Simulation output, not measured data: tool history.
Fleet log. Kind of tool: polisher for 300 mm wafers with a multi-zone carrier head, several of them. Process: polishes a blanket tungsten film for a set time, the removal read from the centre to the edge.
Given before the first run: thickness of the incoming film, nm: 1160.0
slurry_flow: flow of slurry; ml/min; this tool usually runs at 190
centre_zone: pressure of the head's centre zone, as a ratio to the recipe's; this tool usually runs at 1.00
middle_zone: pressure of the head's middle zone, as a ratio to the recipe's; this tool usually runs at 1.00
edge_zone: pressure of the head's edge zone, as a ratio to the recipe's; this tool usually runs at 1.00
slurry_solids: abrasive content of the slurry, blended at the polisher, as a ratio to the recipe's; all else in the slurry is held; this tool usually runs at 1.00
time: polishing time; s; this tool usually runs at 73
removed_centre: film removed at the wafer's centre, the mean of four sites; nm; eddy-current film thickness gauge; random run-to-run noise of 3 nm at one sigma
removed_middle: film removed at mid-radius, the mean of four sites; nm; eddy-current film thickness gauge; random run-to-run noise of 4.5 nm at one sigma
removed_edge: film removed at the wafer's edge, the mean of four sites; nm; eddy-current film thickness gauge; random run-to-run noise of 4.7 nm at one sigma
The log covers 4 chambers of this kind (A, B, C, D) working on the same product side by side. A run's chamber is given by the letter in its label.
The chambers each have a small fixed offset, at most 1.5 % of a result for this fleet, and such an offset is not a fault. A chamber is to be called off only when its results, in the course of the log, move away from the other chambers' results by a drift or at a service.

run,hour,slurry_flow,centre_zone,middle_zone,edge_zone,slurry_solids,time,removed_centre,removed_middle,removed_edge
1A,8.9,190,1.00,1.00,1.00,1.00,73,336.48,337.57,326.67
2C,14.8,190,1.00,1.00,1.00,1.00,73,330.13,320.21,329.69
# hour 17.8: chamber D: centre zone pressure recalibrated
3B,26.3,190,1.00,1.00,1.00,1.00,73,331.81,328.07,340.05
# hour 28.3: chamber B: worn pad replaced by a new one
4D,37.0,190,1.00,1.00,1.00,1.00,73,332.82,324.25,338.22
# hour 42.9: chamber A: worn pad replaced by a new one
5D,45.5,190,1.00,1.00,1.00,1.00,73,324.36,328.54,338.28
6C,53.5,190,1.00,1.00,1.00,1.00,73,328.38,331.38,329.84
7B,61.8,190,1.00,1.00,1.00,1.00,73,332.10,324.74,325.46
8A,68.0,190,1.00,1.00,1.00,1.00,73,327.99,336.80,330.04
9C,76.3,155,1.00,1.00,1.00,1.00,73,316.53,312.73,312.47
# hour 82.2: chamber C: worn pad replaced by a new one
# hour 83.3: chamber D: worn pad replaced by a new one
10D,84.8,155,1.00,1.00,1.00,1.00,73,322.39,312.68,323.53
11A,94.4,155,1.00,1.00,1.00,1.00,73,317.00,313.82,319.71
# hour 95.7: chamber B: worn pad replaced by a new one
12B,103.1,155,1.00,1.00,1.00,1.00,73,324.81,316.59,318.42
# hour 111.0: chamber B: slurry nozzle cleaned
13C,112.4,190,1.00,1.00,1.00,1.00,73,325.06,329.90,322.91
14D,119.5,190,1.09,0.89,1.00,1.00,73,368.47,296.16,332.61
# hour 122.9: chamber D: slurry nozzle cleaned
15A,126.5,190,1.09,0.89,1.00,1.00,73,364.21,300.42,332.06
16B,138.0,190,1.09,0.89,1.00,1.00,73,364.68,298.50,329.51
17A,148.5,190,1.09,0.89,1.00,1.00,73,364.33,305.23,326.49
18C,157.6,190,1.00,1.00,1.09,0.75,73,300.26,309.74,316.16
19D,164.5,190,1.00,1.00,1.09,0.75,73,314.57,304.93,328.53
# hour 165.4: chamber B: worn pad replaced by a new one
# hour 165.8: chamber C: worn pad replaced by a new one
20B,176.8,190,1.00,1.00,1.09,0.75,73,305.96,303.35,326.09
21C,184.4,190,1.00,1.00,1.09,0.75,73,296.41,298.15,314.74
# hour 189.0: chamber D: worn pad replaced by a new one
22D,195.2,140,1.00,1.00,1.00,1.00,73,312.26,319.80,320.68
23B,201.7,140,1.00,1.00,1.00,1.00,73,310.94,313.70,314.55
24A,213.0,140,1.00,1.00,1.00,1.00,73,311.52,319.11,328.54
25A,223.7,140,1.00,1.00,1.00,1.00,73,314.68,317.11,318.88
26C,234.8,190,1.00,1.00,1.00,1.00,73,315.66,312.60,315.72
# hour 239.1: chamber A: worn pad replaced by a new one
27B,240.8,190,1.00,1.00,1.00,1.00,73,333.47,330.30,334.43
28D,247.4,190,1.00,1.00,1.00,1.00,73,331.46,325.59,333.49
# hour 250.2: chamber B: worn pad replaced by a new one
# hour 255.9: chamber C: worn pad replaced by a new one
29A,258.6,190,1.00,1.00,1.00,1.00,73,335.32,333.45,327.56
30B,265.1,190,1.00,1.00,1.00,1.00,73,327.51,322.95,330.85
31C,272.2,190,1.00,1.00,1.00,1.00,73,310.48,308.33,318.24
32D,279.7,190,1.00,1.00,1.00,1.00,73,337.13,319.49,328.50
33C,289.0,190,1.00,1.00,1.00,1.00,73,303.79,302.53,310.85
34D,298.8,190,1.00,1.00,1.00,1.00,73,332.53,326.48,329.93
35A,310.0,190,1.00,1.00,1.00,1.00,73,338.51,328.46,329.60
# hour 318.6: chamber B: slurry nozzle cleaned
36B,320.9,190,1.00,1.00,1.00,1.00,73,328.40,330.31,335.24

Predict what each chamber gives when all 4 of them run the settings below next.
37A,329.6,190,1.00,1.00,1.00,1.00,73,?,?,?
37B,329.6,190,1.00,1.00,1.00,1.00,73,?,?,?
37C,329.6,190,1.00,1.00,1.00,1.00,73,?,?,?
37D,329.6,190,1.00,1.00,1.00,1.00,73,?,?,?

run,removed_centre,removed_middle,removed_edge
37A,330.62,332.15,321.51
37B,329.55,327.45,333.56
37C,302.86,303.02,309.87
37D,337.67,329.08,329.11
